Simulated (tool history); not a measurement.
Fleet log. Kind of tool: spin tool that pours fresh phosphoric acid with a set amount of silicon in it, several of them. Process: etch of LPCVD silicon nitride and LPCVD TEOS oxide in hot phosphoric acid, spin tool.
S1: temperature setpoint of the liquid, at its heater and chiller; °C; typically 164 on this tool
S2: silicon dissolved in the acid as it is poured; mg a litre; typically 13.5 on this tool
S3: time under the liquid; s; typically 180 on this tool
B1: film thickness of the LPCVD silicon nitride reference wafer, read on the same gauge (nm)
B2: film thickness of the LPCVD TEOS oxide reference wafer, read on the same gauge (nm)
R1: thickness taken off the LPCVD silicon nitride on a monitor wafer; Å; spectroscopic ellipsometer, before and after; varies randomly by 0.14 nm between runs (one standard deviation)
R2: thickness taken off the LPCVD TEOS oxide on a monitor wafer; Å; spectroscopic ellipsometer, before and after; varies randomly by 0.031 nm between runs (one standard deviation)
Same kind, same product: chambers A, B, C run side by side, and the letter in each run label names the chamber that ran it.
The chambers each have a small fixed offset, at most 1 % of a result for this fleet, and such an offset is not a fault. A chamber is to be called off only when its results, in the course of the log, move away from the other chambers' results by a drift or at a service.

| run | hour | S1 | S2 | S3 | B1 | B2 | R1 | R2 |
|---|---|---|---|---|---|---|---|---|
| 1A | 6.3 | 164 | 13.5 | 180 | 29.995 | 29.981 | 162.96 | 4.6703 |
| 2C | 11.9 | 164 | 13.5 | 180 | 30.003 | 30.002 | 161.13 | 5.4183 |
| 3B | 18 | 164 | 13.5 | 180 | 30.012 | 29.981 | 164.14 | 4.892 |
| 4B | 24.5 | 164 | 13.5 | 180 | 30.002 | 29.991 | 164.45 | 5.3129 |
| 5C | 28.7 | 164 | 13.5 | 180 | 29.986 | 30.001 | 162.2 | 4.6564 |
| 6A | 35.2 | 164 | 13.5 | 180 | 29.992 | 29.992 | 165.03 | 5.1997 |
| 7A | 41.2 | 164 | 19 | 180 | 29.984 | 30.008 | 164.13 | 4.3409 |
| 8B | 47.5 | 164 | 19 | 180 | 30.008 | 29.999 | 162.22 | 4.3485 |
| 9C | 51 | 164 | 19 | 180 | 30 | 29.976 | 160.48 | 4.6845 |
| 10C | 57.8 | 164 | 13.5 | 100 | 29.979 | 30.009 | 90.627 | 2.8207 |
| 11B | 63 | 164 | 13.5 | 100 | 29.996 | 29.997 | 92.325 | 2.7991 |
| 12A | 67.5 | 164 | 13.5 | 100 | 29.987 | 29.999 | 92.075 | 2.9481 |
| 13B | 73.1 | 164 | 13.5 | 180 | 29.979 | 30.009 | 163 | 5.2101 |
| 14A | 76.7 | 164 | 13.5 | 180 | 29.99 | 30 | 162.88 | 5.7783 |
| 15C | 81.1 | 164 | 13.5 | 180 | 29.988 | 29.996 | 161.74 | 4.918 |
| 16A | 84.9 | 164 | 13.5 | 180 | 30.016 | 30.001 | 163.3 | 4.98 |
| 17C | 87.9 | 164 | 13.5 | 180 | 30.008 | 29.98 | 162.46 | 5.2155 |
| 18B | 91 | 161.5 | 13.5 | 270 | 29.999 | 29.978 | 226.2 | 6.126 |
| 19B | 97.4 | 161.5 | 13.5 | 270 | 29.998 | 29.991 | 226.33 | 6.8063 |
| 20A | 102.2 | 161.5 | 13.5 | 270 | 30.015 | 30.002 | 223.37 | 6.8287 |
| 21C | 105.2 | 164 | 13.5 | 180 | 30.003 | 30.002 | 159.46 | 5.4435 |
| 22B | 109.2 | 164 | 13.5 | 180 | 29.991 | 30 | 165.13 | 5.0551 |
| 23C | 112.9 | 164 | 13.5 | 180 | 30.004 | 29.99 | 162.27 | 5.1317 |
| 24A | 117.5 | 164 | 13.5 | 180 | 29.999 | 29.998 | 162.68 | 5.776 |
| 25A | 122.3 | 164 | 13.5 | 180 | 30.002 | 29.989 | 163.33 | 5.2454 |
| 26C | 128.4 | 164 | 13.5 | 180 | 29.992 | 30.016 | 163.17 | 4.9096 |
| 27B | 133.4 | 165.5 | 13.5 | 135 | 30.001 | 30.018 | 130.44 | 4.1022 |
| 28B | 139.6 | 165.5 | 13.5 | 135 | 29.988 | 29.995 | 130.86 | 4.3235 |
| 29C | 143.2 | 165.5 | 13.5 | 135 | 30.042 | 30.016 | 128.43 | 4.11 |
| 30A | 147.2 | 164 | 13.5 | 180 | 30.004 | 29.997 | 164.72 | 4.8569 |
| 31B | 150.2 | 164 | 13.5 | 180 | 30.023 | 30.006 | 166.08 | 5.1694 |
| 32A | 157 | 164 | 13.5 | 180 | 30.008 | 29.996 | 165.04 | 5.3326 |
| 33C | 160.7 | 164 | 13.5 | 180 | 30.036 | 30.005 | 158.95 | 4.352 |
| 34A | 167 | 164 | 13.5 | 180 | 30.019 | 30 | 164.49 | 5.434 |
| 35B | 171.6 | 164 | 13.5 | 180 | 30.017 | 29.991 | 163.31 | 4.9655 |
| 36C | 175.8 | 164 | 13.5 | 180 | 30.006 | 30.001 | 162.29 | 4.9908 |

Read the log: is a single chamber off, either drifting away or since a service, is the gauge that measures every chamber drifting, or is nothing wrong beyond small per-chamber offsets? Name any odd chamber and what most likely caused it.

No chamber is off and the gauge is stable; the differences are just each chamber's small, constant offset.

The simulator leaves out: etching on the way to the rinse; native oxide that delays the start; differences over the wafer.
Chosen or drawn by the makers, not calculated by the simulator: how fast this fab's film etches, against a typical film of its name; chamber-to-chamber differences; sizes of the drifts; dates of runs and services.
